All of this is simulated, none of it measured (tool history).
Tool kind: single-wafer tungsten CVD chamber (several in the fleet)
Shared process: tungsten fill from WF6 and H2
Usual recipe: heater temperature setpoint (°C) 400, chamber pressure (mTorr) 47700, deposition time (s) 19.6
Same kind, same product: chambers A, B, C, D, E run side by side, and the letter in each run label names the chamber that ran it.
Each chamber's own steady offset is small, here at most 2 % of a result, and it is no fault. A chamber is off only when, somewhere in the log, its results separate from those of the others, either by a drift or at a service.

| run | hour | heater temperature setpoint (°C) | chamber pressure (mTorr) | deposition time (s) | read-back reference wafer on the same gauge, thickness_nm | mean film thickness on the monitor wafer (nm) |
|---|---|---|---|---|---|---|
| 1A | 5.8 | 400 | 47700 | 19.6 | 79.905 | 71.891 |
|  | 10.9 | chamber B: capacitance manometer re-zeroed and calibrated |
| 2D | 12.4 | 400 | 47700 | 19.6 | 79.904 | 70.646 |
| 3C | 23.6 | 400 | 47700 | 19.6 | 79.926 | 70.02 |
| 4E | 35.2 | 400 | 47700 | 19.6 | 79.883 | 70.627 |
| 5B | 46.5 | 400 | 47700 | 19.6 | 79.861 | 70.477 |
| 6A | 54.4 | 400 | 47700 | 19.6 | 79.91 | 71.861 |
|  | 62 | chamber E: capacitance manometer re-zeroed and calibrated |
| 7C | 63.3 | 400 | 47700 | 19.6 | 79.874 | 70.007 |
| 8B | 68.7 | 400 | 47700 | 19.6 | 79.902 | 70.467 |
| 9D | 75.5 | 400 | 47700 | 19.6 | 79.923 | 70.313 |
| 10E | 80.8 | 400 | 47700 | 19.6 | 79.858 | 70.596 |
|  | 88.4 | chamber A: thermocouple changed; heater temperature recalibrated |
| 11B | 91.2 | 400 | 47700 | 19.6 | 79.85 | 70.181 |
| 12A | 100.4 | 400 | 47700 | 19.6 | 79.908 | 71.963 |
| 13D | 107.7 | 400 | 47700 | 19.6 | 79.892 | 70.496 |
| 14C | 113.8 | 400 | 47700 | 19.6 | 79.914 | 70.257 |
| 15E | 121.7 | 400 | 47700 | 18.3 | 79.937 | 66.157 |
| 16D | 129.9 | 400 | 47700 | 18.3 | 79.901 | 65.918 |
| 17E | 140.9 | 400 | 47700 | 18.3 | 79.907 | 65.629 |
| 18C | 151.2 | 400 | 47700 | 18.3 | 79.904 | 65.665 |
| 19B | 160 | 400 | 47700 | 18.3 | 79.957 | 65.954 |
| 20A | 168.1 | 400 | 47700 | 19.6 | 79.876 | 71.691 |
| 21B | 173.5 | 400 | 47700 | 19.6 | 79.863 | 70.757 |
| 22C | 179.3 | 400 | 47700 | 19.6 | 79.908 | 70.253 |
| 23D | 185.1 | 400 | 47700 | 19.6 | 79.902 | 70.736 |
|  | 193.9 | chamber A: capacitance manometer re-zeroed and calibrated |
| 24A | 195.9 | 400 | 47700 | 18.1 | 79.862 | 68.142 |
| 25E | 207.2 | 400 | 47700 | 18.1 | 79.868 | 65.179 |
| 26E | 215.3 | 400 | 47700 | 18.1 | 79.885 | 65.173 |
| 27D | 222.4 | 400 | 47700 | 18.1 | 79.909 | 65.196 |
| 28C | 234.1 | 400 | 47700 | 18.1 | 79.927 | 64.637 |
| 29B | 241.1 | 400 | 47700 | 19.6 | 79.884 | 70.489 |
| 30A | 251.1 | 400 | 47700 | 19.6 | 79.857 | 73.906 |
|  | 255.9 | chamber D: capacitance manometer re-zeroed and calibrated |
| 31E | 257.2 | 400 | 47700 | 19.6 | 79.929 | 70.59 |
| 32B | 267.8 | 400 | 41700 | 22.7 | 79.918 | 76.755 |
| 33A | 278.4 | 400 | 41700 | 22.7 | 79.874 | 80.685 |
| 34C | 286.2 | 400 | 41700 | 22.7 | 79.89 | 76.422 |
| 35D | 293.7 | 400 | 41700 | 22.7 | 79.866 | 76.696 |
| 36E | 301.8 | 400 | 41700 | 22.7 | 79.876 | 77.178 |
| 37A | 307.1 | 400 | 47700 | 19.6 | 79.915 | 74.034 |
| 38D | 312.6 | 400 | 47700 | 19.6 | 79.893 | 70.871 |
| 39C | 318.9 | 400 | 47700 | 19.6 | 79.9 | 70.107 |
| 40B | 326.9 | 400 | 47700 | 19.6 | 79.945 | 70.634 |
| 41E | 338.3 | 400 | 47700 | 19.6 | 79.907 | 70.526 |

For the next run the whole fleet of 5 chambers uses the same settings. Give each chamber's results:
| 42A | 346.8 | 400 | 55500 | 19.6 |  | ? |
| 42B | 346.8 | 400 | 55500 | 19.6 |  | ? |
| 42C | 346.8 | 400 | 55500 | 19.6 |  | ? |
| 42D | 346.8 | 400 | 55500 | 19.6 |  | ? |
| 42E | 346.8 | 400 | 55500 | 19.6 |  | ? |

| run | mean film thickness on the monitor wafer (nm) |
|---|---|
| 42A | 78.697 |
| 42B | 75.158 |
| 42C | 74.999 |
| 42D | 75.716 |
| 42E | 75.263 |
